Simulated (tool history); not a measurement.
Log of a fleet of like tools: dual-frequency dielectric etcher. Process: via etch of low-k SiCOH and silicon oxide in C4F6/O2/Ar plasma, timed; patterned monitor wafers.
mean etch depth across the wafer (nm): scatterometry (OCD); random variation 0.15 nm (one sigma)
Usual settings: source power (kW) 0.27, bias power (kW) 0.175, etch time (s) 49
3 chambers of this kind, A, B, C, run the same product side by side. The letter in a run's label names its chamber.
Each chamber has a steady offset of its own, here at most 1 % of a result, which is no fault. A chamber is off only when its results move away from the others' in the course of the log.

run,hour,source power (kW),bias power (kW),etch time (s),hours since the last wet clean,hours since the last source power generator calibration,hours since the last bias power generator calibration,"read-back reference wafer on the same gauge, depth_nm",mean etch depth across the wafer (nm)
1C,4.8,0.27,0.175,49,169.6,296,1747.9,89.246,98.398
2A,9.1,0.27,0.175,49,53.2,2114.5,196.4,89.278,98.047
3B,12.6,0.27,0.175,49,50.2,1237.8,2637.4,89.304,99.142
4C,17.6,0.27,0.175,49,182.4,308.8,1760.7,89.285,98.29
5A,23.3,0.31,0.175,49,67.4,2128.7,210.6,89.305,103.85
6B,28.9,0.31,0.175,49,66.5,1254.1,2653.7,89.378,104.67
7C,32.5,0.31,0.175,49,197.3,323.7,1775.6,89.417,103.66
8B,38.1,0.27,0.175,49,75.7,1263.3,2662.9,89.395,99.312
9A,42.3,0.27,0.175,49,86.4,2147.7,229.6,89.441,98.413
10B,46,0.27,0.175,41,83.6,1271.2,2670.8,89.46,82.874
11A,49,0.27,0.175,41,93.1,2154.4,236.3,89.485,82.546
12C,51.8,0.27,0.175,41,216.6,343,1794.9,89.494,82.497
13A,56.8,0.27,0.175,49,100.9,2162.2,244.1,89.524,98.524
14C,60.9,0.27,0.175,49,225.7,352.1,1804,89.545,98.407
15B,63.6,0.27,0.175,49,101.2,1288.8,2688.4,89.561,99.543
16C,66.5,0.27,0.175,49,231.3,357.7,1809.6,89.584,98.687
17B,71.3,0.27,0.175,49,108.9,1296.5,2696.1,89.619,99.396
18A,76.8,0.27,0.175,49,120.9,2182.2,264.1,89.661,98.452
19C,82.1,0.27,0.175,49,246.9,373.3,1825.2,89.673,98.606
20B,86.7,0.27,0.175,49,124.3,1311.9,2711.5,89.683,99.372
21A,91.1,0.27,0.175,49,135.2,2196.5,278.4,89.723,98.92
22C,94.5,0.27,0.175,49,259.3,385.7,1837.6,89.743,98.596
23A,98.2,0.27,0.175,49,142.3,2203.6,285.5,89.764,98.746

All 3 chambers run these settings next. Forecast each chamber's results:
24A,102.3,0.27,0.175,49,,,,,?
24B,102.3,0.27,0.175,49,,,,,?
24C,102.3,0.27,0.175,49,,,,,?

run,mean etch depth across the wafer (nm)
24A,99.034
24B,99.559
24C,98.9
